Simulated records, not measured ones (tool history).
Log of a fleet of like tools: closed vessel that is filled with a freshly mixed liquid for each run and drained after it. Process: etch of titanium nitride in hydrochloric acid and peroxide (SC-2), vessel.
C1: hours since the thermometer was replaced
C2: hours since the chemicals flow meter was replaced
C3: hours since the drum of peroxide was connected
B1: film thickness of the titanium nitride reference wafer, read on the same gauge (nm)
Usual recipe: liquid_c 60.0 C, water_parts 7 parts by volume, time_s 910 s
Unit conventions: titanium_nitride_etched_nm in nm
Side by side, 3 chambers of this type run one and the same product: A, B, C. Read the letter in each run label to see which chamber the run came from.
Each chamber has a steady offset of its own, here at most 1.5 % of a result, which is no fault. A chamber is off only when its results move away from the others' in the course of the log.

{"run": "1A", "day": 0.142, "liquid_c": 60.0, "water_parts": 7, "time_s": 910, "C1": 1631.2, "C2": 408.4, "C3": 557.6, "B1": 140.0, "titanium_nitride_etched_nm": 43.506}
{"run": "2B", "day": 0.279, "liquid_c": 60.0, "water_parts": 7, "time_s": 910, "C1": 2389.7, "C2": 129.1, "C3": 22.8, "B1": 139.99, "titanium_nitride_etched_nm": 44.142}
{"run": "3C", "day": 0.512, "liquid_c": 60.0, "water_parts": 7, "time_s": 910, "C1": 111.6, "C2": 1599.7, "C3": 178.4, "B1": 140.0, "titanium_nitride_etched_nm": 43.746}
{"run": "4B", "day": 0.696, "liquid_c": 60.0, "water_parts": 7, "time_s": 910, "C1": 2399.7, "C2": 139.1, "C3": 32.8, "B1": 140.01, "titanium_nitride_etched_nm": 44.06}
{"run": "5A", "day": 0.888, "liquid_c": 60.0, "water_parts": 7, "time_s": 910, "C1": 1649.1, "C2": 426.3, "C3": 575.5, "B1": 139.98, "titanium_nitride_etched_nm": 43.464}
{"run": "6C", "day": 1.046, "liquid_c": 60.0, "water_parts": 7, "time_s": 910, "C1": 124.4, "C2": 1612.5, "C3": 191.2, "B1": 140.02, "titanium_nitride_etched_nm": 43.701}
{"run": "7A", "day": 1.271, "liquid_c": 60.0, "water_parts": 7, "time_s": 910, "C1": 1658.3, "C2": 435.5, "C3": 584.7, "B1": 140.05, "titanium_nitride_etched_nm": 43.56}
{"run": "8C", "day": 1.396, "liquid_c": 60.0, "water_parts": 7, "time_s": 910, "C1": 132.8, "C2": 1620.9, "C3": 199.6, "B1": 139.96, "titanium_nitride_etched_nm": 43.429}
{"run": "9B", "day": 1.588, "liquid_c": 60.0, "water_parts": 7, "time_s": 910, "C1": 2421.1, "C2": 160.5, "C3": 54.2, "B1": 140.04, "titanium_nitride_etched_nm": 43.922}
{"run": "10C", "day": 1.754, "liquid_c": 60.0, "water_parts": 7, "time_s": 910, "C1": 141.4, "C2": 1629.5, "C3": 208.2, "B1": 140.0, "titanium_nitride_etched_nm": 44.019}
{"run": "11B", "day": 1.925, "liquid_c": 60.0, "water_parts": 7, "time_s": 910, "C1": 2429.2, "C2": 168.6, "C3": 62.3, "B1": 140.0, "titanium_nitride_etched_nm": 43.766}
{"run": "12A", "day": 2.154, "liquid_c": 60.0, "water_parts": 7, "time_s": 910, "C1": 1679.5, "C2": 456.7, "C3": 605.9, "B1": 140.04, "titanium_nitride_etched_nm": 43.683}
{"run": "13C", "day": 2.262, "liquid_c": 60.0, "water_parts": 7, "time_s": 910, "C1": 153.6, "C2": 1641.7, "C3": 220.4, "B1": 139.96, "titanium_nitride_etched_nm": 43.173}
{"run": "14B", "day": 2.417, "liquid_c": 52.5, "water_parts": 7, "time_s": 705, "C1": 2441.0, "C2": 180.4, "C3": 74.1, "B1": 139.98, "titanium_nitride_etched_nm": 21.149}
{"run": "15A", "day": 2.567, "liquid_c": 52.5, "water_parts": 7, "time_s": 705, "C1": 1689.4, "C2": 466.6, "C3": 615.8, "B1": 139.99, "titanium_nitride_etched_nm": 20.82}
{"run": "16A", "day": 2.725, "liquid_c": 52.5, "water_parts": 7, "time_s": 705, "C1": 1693.2, "C2": 470.4, "C3": 619.6, "B1": 139.99, "titanium_nitride_etched_nm": 20.781}
{"run": "17B", "day": 2.883, "liquid_c": 60.0, "water_parts": 7, "time_s": 910, "C1": 2452.2, "C2": 191.6, "C3": 85.3, "B1": 139.98, "titanium_nitride_etched_nm": 44.056}
{"run": "18C", "day": 3.104, "liquid_c": 60.0, "water_parts": 7, "time_s": 910, "C1": 173.8, "C2": 1661.9, "C3": 240.6, "B1": 140.01, "titanium_nitride_etched_nm": 42.533}
{"day": 3.204, "done": "chamber A: chemicals flow meter replaced"}
{"run": "19C", "day": 3.229, "liquid_c": 60.0, "water_parts": 7, "time_s": 910, "C1": 176.8, "C2": 1664.9, "C3": 243.6, "B1": 140.05, "titanium_nitride_etched_nm": 42.688}
{"run": "20A", "day": 3.446, "liquid_c": 60.0, "water_parts": 7, "time_s": 910, "C1": 1710.5, "C2": 5.9, "C3": 636.9, "B1": 140.04, "titanium_nitride_etched_nm": 43.301}
{"run": "21B", "day": 3.592, "liquid_c": 60.0, "water_parts": 7, "time_s": 910, "C1": 2469.2, "C2": 208.6, "C3": 102.3, "B1": 140.0, "titanium_nitride_etched_nm": 43.82}
{"run": "22B", "day": 3.817, "liquid_c": 60.0, "water_parts": 7, "time_s": 910, "C1": 2474.6, "C2": 214.0, "C3": 107.7, "B1": 139.98, "titanium_nitride_etched_nm": 44.119}
{"run": "23C", "day": 4.054, "liquid_c": 60.0, "water_parts": 9, "time_s": 710, "C1": 196.6, "C2": 1684.7, "C3": 263.4, "B1": 139.98, "titanium_nitride_etched_nm": 26.85}

For the next run the whole fleet of 3 chambers uses the same settings. Give each chamber's results:
{"run": "24A", "day": 4.225, "liquid_c": 60.0, "water_parts": 7, "time_s": 910, "titanium_nitride_etched_nm": "?"}
{"run": "24B", "day": 4.225, "liquid_c": 60.0, "water_parts": 7, "time_s": 910, "titanium_nitride_etched_nm": "?"}
{"run": "24C", "day": 4.225, "liquid_c": 60.0, "water_parts": 7, "time_s": 910, "titanium_nitride_etched_nm": "?"}

run=24A titanium_nitride_etched_nm=43.525
run=24B titanium_nitride_etched_nm=43.852
run=24C titanium_nitride_etched_nm=42.014
